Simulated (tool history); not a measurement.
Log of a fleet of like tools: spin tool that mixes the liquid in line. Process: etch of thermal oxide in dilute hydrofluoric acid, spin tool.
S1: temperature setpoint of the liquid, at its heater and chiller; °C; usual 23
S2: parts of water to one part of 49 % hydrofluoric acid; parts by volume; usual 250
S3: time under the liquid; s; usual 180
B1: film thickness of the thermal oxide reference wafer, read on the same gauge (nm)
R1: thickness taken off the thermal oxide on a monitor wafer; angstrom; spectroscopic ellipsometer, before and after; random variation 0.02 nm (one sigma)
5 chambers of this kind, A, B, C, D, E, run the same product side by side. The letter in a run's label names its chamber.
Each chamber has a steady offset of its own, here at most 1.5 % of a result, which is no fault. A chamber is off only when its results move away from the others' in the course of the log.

| run | hour | S1 | S2 | S3 | B1 | R1 |
|---|---|---|---|---|---|---|
| 1C | 4.8 | 23 | 250 | 180 | 130.03 | 28.569 |
| 2A | 8.9 | 23 | 250 | 180 | 130.01 | 28.697 |
| 3E | 18.2 | 23 | 250 | 180 | 129.98 | 28.382 |
| 4B | 22.3 | 23 | 250 | 180 | 130.07 | 28.524 |
|  | 26.1 | chamber D: hydrofluoric acid flow meter replaced |
| 5D | 31 | 23 | 250 | 180 | 130.01 | 28.327 |
| 6D | 37.1 | 23 | 250 | 180 | 130.01 | 28.32 |
| 7B | 46.2 | 23 | 200 | 255 | 129.96 | 53.35 |
| 8A | 52.1 | 23 | 200 | 255 | 130.02 | 53.95 |
| 9E | 57.3 | 23 | 200 | 255 | 130.01 | 53.353 |
| 10C | 66 | 23 | 200 | 255 | 129.99 | 53.272 |
| 11E | 71.3 | 23 | 200 | 255 | 130 | 53.783 |
| 12A | 79.1 | 23 | 250 | 245 | 130.02 | 38.992 |
| 13B | 84.6 | 23 | 250 | 245 | 130 | 38.781 |
| 14C | 91.2 | 23 | 250 | 245 | 129.99 | 39.34 |
| 15D | 96.2 | 23 | 250 | 245 | 129.99 | 38.362 |
| 16C | 102.2 | 23 | 250 | 245 | 129.99 | 39.262 |
| 17B | 109.3 | 23 | 250 | 180 | 130 | 29.048 |
| 18D | 117.3 | 23 | 250 | 180 | 130.02 | 28.252 |
| 19A | 126.5 | 23 | 250 | 180 | 130 | 28.915 |
| 20E | 133.4 | 23 | 250 | 180 | 130 | 28.25 |
| 21D | 139.9 | 18.5 | 250 | 250 | 130.02 | 32.95 |
| 22C | 148.3 | 18.5 | 250 | 250 | 129.98 | 32.953 |
| 23E | 152.5 | 18.5 | 250 | 250 | 129.97 | 33.49 |
| 24A | 160.4 | 18.5 | 250 | 250 | 130.03 | 33.714 |
| 25B | 166.1 | 18.5 | 250 | 250 | 129.95 | 33.293 |
| 26B | 175.2 | 23 | 250 | 180 | 129.94 | 28.664 |
| 27D | 184.2 | 23 | 250 | 180 | 129.97 | 28.193 |
| 28C | 191.2 | 23 | 305 | 180 | 129.98 | 21.496 |
| 29E | 200.4 | 23 | 305 | 180 | 130.04 | 22.381 |
| 30A | 206.4 | 23 | 305 | 180 | 129.98 | 22.22 |
| 31E | 211.5 | 23 | 305 | 180 | 129.95 | 21.985 |
|  | 215.2 | chamber B: thermometer replaced |
| 32B | 216.4 | 23 | 305 | 180 | 129.99 | 22.075 |
| 33D | 225.6 | 23 | 250 | 180 | 130.03 | 28.156 |
| 34A | 233.8 | 27.5 | 250 | 180 | 130.02 | 34.101 |
| 35C | 240.8 | 27.5 | 250 | 180 | 129.99 | 31.933 |
| 36E | 249.6 | 27.5 | 250 | 180 | 130.01 | 33.349 |
| 37C | 258.3 | 27.5 | 250 | 180 | 129.97 | 31.655 |
| 38B | 267.3 | 27.5 | 250 | 180 | 130 | 33.411 |
| 39D | 273 | 23 | 350 | 270 | 129.99 | 27.406 |
| 40A | 281.9 | 23 | 350 | 270 | 130 | 27.92 |

All 5 chambers run these settings next. Forecast each chamber's results:
| 41A | 288.7 | 23 | 250 | 180 |  | ? |
| 41B | 288.7 | 23 | 250 | 180 |  | ? |
| 41C | 288.7 | 23 | 250 | 180 |  | ? |
| 41D | 288.7 | 23 | 250 | 180 |  | ? |
| 41E | 288.7 | 23 | 250 | 180 |  | ? |

| run | R1 |
|---|---|
| 41A | 28.788 |
| 41B | 28.461 |
| 41C | 26.424 |
| 41D | 28.304 |
| 41E | 28.479 |
